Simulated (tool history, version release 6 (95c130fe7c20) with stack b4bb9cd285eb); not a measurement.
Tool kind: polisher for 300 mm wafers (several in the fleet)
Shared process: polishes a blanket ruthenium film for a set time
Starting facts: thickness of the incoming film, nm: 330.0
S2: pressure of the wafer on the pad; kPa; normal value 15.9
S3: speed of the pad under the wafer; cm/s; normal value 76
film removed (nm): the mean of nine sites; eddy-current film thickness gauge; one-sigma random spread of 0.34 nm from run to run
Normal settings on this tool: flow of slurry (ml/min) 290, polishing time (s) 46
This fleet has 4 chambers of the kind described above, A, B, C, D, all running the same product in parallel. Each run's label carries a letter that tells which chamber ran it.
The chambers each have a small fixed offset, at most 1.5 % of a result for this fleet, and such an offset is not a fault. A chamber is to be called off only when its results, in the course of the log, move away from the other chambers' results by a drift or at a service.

run 1A hour=9.3 | flow_of_slurry_(ml/min)=290 S2=15.9 S3=76 polishing_time_(s)=46 | film_removed_(nm)=45.820
run 2C hour=17.1 | flow_of_slurry_(ml/min)=290 S2=15.9 S3=76 polishing_time_(s)=46 | film_removed_(nm)=45.900
run 3D hour=28.2 | flow_of_slurry_(ml/min)=290 S2=15.9 S3=76 polishing_time_(s)=46 | film_removed_(nm)=45.460
-- hour=29.1 chamber D: worn pad replaced by a new one
run 4B hour=33.7 | flow_of_slurry_(ml/min)=290 S2=15.9 S3=76 polishing_time_(s)=46 | film_removed_(nm)=45.857
run 5D hour=39.7 | flow_of_slurry_(ml/min)=290 S2=15.9 S3=76 polishing_time_(s)=46 | film_removed_(nm)=45.726
-- hour=46.2 chamber B: worn pad replaced by a new one
-- hour=47.6 chamber C: worn pad replaced by a new one
run 6B hour=51.7 | flow_of_slurry_(ml/min)=290 S2=15.9 S3=76 polishing_time_(s)=46 | film_removed_(nm)=45.511
run 7A hour=63.2 | flow_of_slurry_(ml/min)=290 S2=15.9 S3=68 polishing_time_(s)=46 | film_removed_(nm)=40.701
run 8C hour=74.9 | flow_of_slurry_(ml/min)=290 S2=15.9 S3=68 polishing_time_(s)=46 | film_removed_(nm)=40.839
-- hour=83.7 chamber D: worn pad replaced by a new one
run 9B hour=86.4 | flow_of_slurry_(ml/min)=290 S2=15.9 S3=68 polishing_time_(s)=46 | film_removed_(nm)=40.691
run 10C hour=92.0 | flow_of_slurry_(ml/min)=290 S2=15.9 S3=68 polishing_time_(s)=46 | film_removed_(nm)=41.287
run 11A hour=97.2 | flow_of_slurry_(ml/min)=290 S2=15.9 S3=76 polishing_time_(s)=46 | film_removed_(nm)=45.528
run 12D hour=106.4 | flow_of_slurry_(ml/min)=290 S2=15.9 S3=76 polishing_time_(s)=46 | film_removed_(nm)=45.850
-- hour=109.9 chamber B: slurry nozzle cleaned
run 13D hour=117.9 | flow_of_slurry_(ml/min)=290 S2=15.9 S3=76 polishing_time_(s)=46 | film_removed_(nm)=45.764
run 14A hour=124.4 | flow_of_slurry_(ml/min)=290 S2=15.9 S3=76 polishing_time_(s)=46 | film_removed_(nm)=45.580
run 15B hour=130.7 | flow_of_slurry_(ml/min)=290 S2=15.9 S3=76 polishing_time_(s)=46 | film_removed_(nm)=46.619
-- hour=131.0 chamber D: worn pad replaced by a new one
-- hour=131.0 chamber A: worn pad replaced by a new one
run 16C hour=140.1 | flow_of_slurry_(ml/min)=290 S2=15.9 S3=76 polishing_time_(s)=46 | film_removed_(nm)=45.897
run 17C hour=151.3 | flow_of_slurry_(ml/min)=290 S2=15.9 S3=76 polishing_time_(s)=46 | film_removed_(nm)=45.459
run 18D hour=159.0 | flow_of_slurry_(ml/min)=290 S2=15.9 S3=76 polishing_time_(s)=46 | film_removed_(nm)=45.088
-- hour=160.7 chamber B: worn pad replaced by a new one
-- hour=165.6 chamber C: worn pad replaced by a new one
run 19A hour=169.7 | flow_of_slurry_(ml/min)=290 S2=15.9 S3=76 polishing_time_(s)=46 | film_removed_(nm)=45.215
-- hour=175.3 chamber C: head pressure recalibrated
run 20B hour=181.1 | flow_of_slurry_(ml/min)=290 S2=15.9 S3=76 polishing_time_(s)=46 | film_removed_(nm)=46.398
-- hour=188.8 chamber D: worn pad replaced by a new one
run 21D hour=191.8 | flow_of_slurry_(ml/min)=290 S2=15.9 S3=76 polishing_time_(s)=46 | film_removed_(nm)=45.879
run 22B hour=203.3 | flow_of_slurry_(ml/min)=290 S2=15.9 S3=76 polishing_time_(s)=46 | film_removed_(nm)=45.920
run 23C hour=211.2 | flow_of_slurry_(ml/min)=290 S2=15.9 S3=76 polishing_time_(s)=46 | film_removed_(nm)=43.260
run 24A hour=219.6 | flow_of_slurry_(ml/min)=290 S2=15.9 S3=76 polishing_time_(s)=46 | film_removed_(nm)=45.829
run 25C hour=227.9 | flow_of_slurry_(ml/min)=290 S2=15.9 S3=76 polishing_time_(s)=46 | film_removed_(nm)=43.179
run 26D hour=236.8 | flow_of_slurry_(ml/min)=290 S2=15.9 S3=76 polishing_time_(s)=46 | film_removed_(nm)=45.629
run 27B hour=247.9 | flow_of_slurry_(ml/min)=290 S2=15.9 S3=76 polishing_time_(s)=46 | film_removed_(nm)=45.973
-- hour=250.4 chamber D: worn pad replaced by a new one
run 28A hour=255.9 | flow_of_slurry_(ml/min)=290 S2=15.9 S3=76 polishing_time_(s)=46 | film_removed_(nm)=44.839
run 29C hour=261.4 | flow_of_slurry_(ml/min)=290 S2=15.9 S3=76 polishing_time_(s)=46 | film_removed_(nm)=43.015
run 30B hour=268.8 | flow_of_slurry_(ml/min)=290 S2=15.9 S3=76 polishing_time_(s)=46 | film_removed_(nm)=46.381
run 31D hour=275.8 | flow_of_slurry_(ml/min)=290 S2=15.9 S3=76 polishing_time_(s)=46 | film_removed_(nm)=45.682

All chambers now run identical settings, listed one chamber a line with results as question marks. What results will each chamber show?
run 32A hour=284.4 | flow_of_slurry_(ml/min)=290 S2=15.9 S3=76 polishing_time_(s)=32 | film_removed_(nm)=?
run 32B hour=284.4 | flow_of_slurry_(ml/min)=290 S2=15.9 S3=76 polishing_time_(s)=32 | film_removed_(nm)=?
run 32C hour=284.4 | flow_of_slurry_(ml/min)=290 S2=15.9 S3=76 polishing_time_(s)=32 | film_removed_(nm)=?
run 32D hour=284.4 | flow_of_slurry_(ml/min)=290 S2=15.9 S3=76 polishing_time_(s)=32 | film_removed_(nm)=?

run=32A film_removed_(nm)=31.486
run=32B film_removed_(nm)=32.008
run=32C film_removed_(nm)=30.252
run=32D film_removed_(nm)=31.854
